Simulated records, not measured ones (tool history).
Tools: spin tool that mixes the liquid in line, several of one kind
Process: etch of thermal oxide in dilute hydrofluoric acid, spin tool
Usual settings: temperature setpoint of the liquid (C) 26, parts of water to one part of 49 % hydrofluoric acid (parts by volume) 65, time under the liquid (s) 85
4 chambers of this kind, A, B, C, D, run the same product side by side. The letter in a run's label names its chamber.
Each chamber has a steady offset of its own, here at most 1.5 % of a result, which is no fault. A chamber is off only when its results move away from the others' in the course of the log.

| run | hour | temperature setpoint of the liquid (C) | parts of water to one part of 49 % hydrofluoric acid (parts by volume) | time under the liquid (s) | read-back film thickness of the thermal oxide reference wafer, read on the same gauge (nm) | thickness taken off the thermal oxide on a monitor wafer (nm) |
|---|---|---|---|---|---|---|
| 1D | 6 | 26 | 65 | 85 | 109.99 | 6.9258 |
| 2B | 11.9 | 26 | 65 | 85 | 109.99 | 6.9488 |
| 3C | 19.7 | 26 | 65 | 85 | 109.97 | 6.9324 |
| 4A | 25.1 | 26 | 65 | 85 | 110.02 | 6.7737 |
| 5D | 33.3 | 29 | 65 | 50 | 109.97 | 4.6021 |
| 6C | 40.4 | 29 | 65 | 50 | 110 | 4.5964 |
| 7B | 48.3 | 29 | 65 | 50 | 110 | 4.5279 |
| 8A | 55.2 | 29 | 65 | 50 | 109.99 | 4.5983 |
| 9C | 64.3 | 26 | 65 | 85 | 110 | 6.894 |
| 10A | 71.9 | 26 | 65 | 85 | 110.01 | 6.7479 |
| 11D | 81 | 26 | 65 | 85 | 110.01 | 6.9192 |
| 12B | 87.9 | 26 | 65 | 85 | 110 | 6.8913 |
| 13B | 93.7 | 26 | 65 | 85 | 110.01 | 6.9698 |
| 14D | 102.2 | 26 | 85 | 85 | 110 | 5.2111 |
| 15A | 110 | 26 | 85 | 85 | 109.99 | 5.1577 |
| 16C | 115.6 | 26 | 85 | 85 | 110 | 5.139 |
| 17D | 125.6 | 26 | 85 | 85 | 110.02 | 5.2494 |
| 18A | 133.3 | 26 | 65 | 85 | 110.01 | 6.7982 |
| 19B | 142.3 | 26 | 65 | 85 | 109.99 | 6.95 |
| 20C | 148 | 26 | 65 | 85 | 109.98 | 6.9067 |
| 21A | 153.6 | 26 | 65 | 85 | 110 | 6.9155 |
| 22D | 162.5 | 26 | 65 | 50 | 110 | 4.0862 |
| 23C | 172 | 26 | 65 | 50 | 110.02 | 4.0403 |
|  | 174 | chamber A: thermometer replaced |
| 24B | 178.1 | 26 | 65 | 50 | 110 | 4.1373 |
| 25A | 186.3 | 26 | 65 | 50 | 110.01 | 4.0348 |
| 26D | 192.1 | 26 | 65 | 85 | 109.99 | 6.9715 |
| 27C | 200 | 26 | 65 | 85 | 110.01 | 6.8612 |
| 28B | 208.9 | 26 | 65 | 85 | 110.01 | 6.8714 |
| 29D | 213.8 | 26 | 85 | 70 | 110 | 4.2749 |
| 30C | 222.1 | 26 | 85 | 70 | 110.02 | 4.2261 |
| 31A | 231.3 | 26 | 85 | 70 | 110 | 4.2877 |

Is one chamber off against the others, does the gauge drift, or is nothing wrong? If a chamber is off, say which, and what the likeliest cause is.

No chamber stands off beyond its own small offset, and the gauge holds steady.

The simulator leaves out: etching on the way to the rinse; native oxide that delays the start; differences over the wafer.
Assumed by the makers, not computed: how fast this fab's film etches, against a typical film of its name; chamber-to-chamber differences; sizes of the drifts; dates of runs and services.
